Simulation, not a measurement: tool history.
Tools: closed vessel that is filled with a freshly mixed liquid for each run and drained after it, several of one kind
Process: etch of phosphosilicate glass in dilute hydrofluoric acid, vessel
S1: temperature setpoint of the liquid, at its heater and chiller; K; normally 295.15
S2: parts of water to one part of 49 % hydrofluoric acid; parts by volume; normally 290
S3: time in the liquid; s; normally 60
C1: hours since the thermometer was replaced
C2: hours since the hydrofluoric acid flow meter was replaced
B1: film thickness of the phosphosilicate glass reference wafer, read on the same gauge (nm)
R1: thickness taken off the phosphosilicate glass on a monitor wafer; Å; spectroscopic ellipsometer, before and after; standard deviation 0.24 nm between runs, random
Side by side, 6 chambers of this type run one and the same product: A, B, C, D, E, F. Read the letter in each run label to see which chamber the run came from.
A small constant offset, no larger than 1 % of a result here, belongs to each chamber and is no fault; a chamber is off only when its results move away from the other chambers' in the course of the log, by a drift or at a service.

run,hour,S1,S2,S3,C1,C2,B1,R1
# hour 2.3: chamber F: hydrofluoric acid flow meter replaced
1D,8.8,295.15,290,60,1210.1,33.8,130.00,312.68
2F,20.7,295.15,290,60,1879.6,18.5,129.99,316.32
3E,30.6,295.15,290,60,407.1,1213.2,130.00,312.12
4B,37.8,295.15,290,60,694.8,89.1,129.99,312.24
5A,44.8,295.15,290,60,736.5,805.1,130.00,314.37
6C,51.9,295.15,195,60,1014.4,521.7,130.00,520.94
7E,61.4,295.15,195,60,437.9,1244.0,130.00,506.26
8D,73.1,295.15,195,60,1274.4,98.1,130.01,510.76
9A,82.3,295.15,195,60,774.0,842.6,129.99,515.84
10B,88.7,295.15,195,60,745.7,140.0,129.99,520.88
11C,95.1,295.15,195,60,1057.6,564.9,129.99,517.57
12F,106.2,295.15,290,60,1965.1,104.0,130.00,314.71
# hour 110.7: chamber F: thermometer replaced
13F,111.6,295.15,290,60,1.0,109.4,130.00,313.24
14C,123.6,292.15,290,85,1086.1,593.4,130.00,395.85
15D,129.4,292.15,290,85,1330.7,154.4,130.00,398.27
16B,138.4,292.15,290,85,795.4,189.7,129.99,395.51
17E,144.8,292.15,290,85,521.3,1327.4,129.99,395.97
18A,153.1,292.15,290,85,844.8,913.4,129.99,396.48
19D,164.7,292.15,290,85,1366.0,189.7,129.99,395.22
20C,173.9,295.15,290,60,1136.4,643.7,130.00,313.53
21A,183.1,295.15,175,90,874.8,943.4,129.99,887.00
22F,193.1,295.15,175,90,82.5,190.9,129.99,874.96
23E,200.6,295.15,175,90,577.1,1383.2,130.01,859.83
24B,210.5,295.15,175,90,867.5,261.8,130.02,873.13
25B,218.1,295.15,175,90,875.1,269.4,129.99,879.52
26C,225.3,295.15,175,90,1187.8,695.1,130.01,858.13
27F,233.4,295.15,290,60,122.8,231.2,130.00,315.79
28A,239.7,295.15,290,60,931.4,1000.0,129.99,318.39
29D,247.5,298.15,290,60,1448.8,272.5,130.01,352.15
30E,259.0,298.15,290,60,635.5,1441.6,130.00,342.31
31A,268.4,298.15,290,60,960.1,1028.7,129.99,346.24
32D,279.7,298.15,290,60,1481.0,304.7,129.99,349.30
33C,288.3,298.15,290,60,1250.8,758.1,130.00,333.85
34B,294.2,298.15,290,60,951.2,345.5,130.00,339.71
35F,304.0,295.15,290,60,193.4,301.8,130.01,313.69
36E,313.5,292.15,290,60,690.0,1496.1,130.01,280.67
37C,323.3,292.15,290,60,1285.8,793.1,130.00,269.25
38D,333.0,292.15,290,60,1534.3,358.0,130.02,281.16
39F,340.4,292.15,290,60,229.8,338.2,130.00,280.25
40E,351.9,292.15,290,60,728.4,1534.5,130.00,281.92
41A,363.5,292.15,290,60,1055.2,1123.8,130.00,280.35
42B,370.0,295.15,290,60,1027.0,421.3,130.01,310.28
43A,377.4,295.15,290,60,1069.1,1137.7,129.99,320.36

Next, all 6 chambers run the settings below, one line each with question marks for the results. What does each chamber give?
44A,385.9,295.15,290,75,,,,?
44B,385.9,295.15,290,75,,,,?
44C,385.9,295.15,290,75,,,,?
44D,385.9,295.15,290,75,,,,?
44E,385.9,295.15,290,75,,,,?
44F,385.9,295.15,290,75,,,,?

run,R1
44A,390.26
44B,388.91
44C,367.06
44D,385.94
44E,390.96
44F,392.87
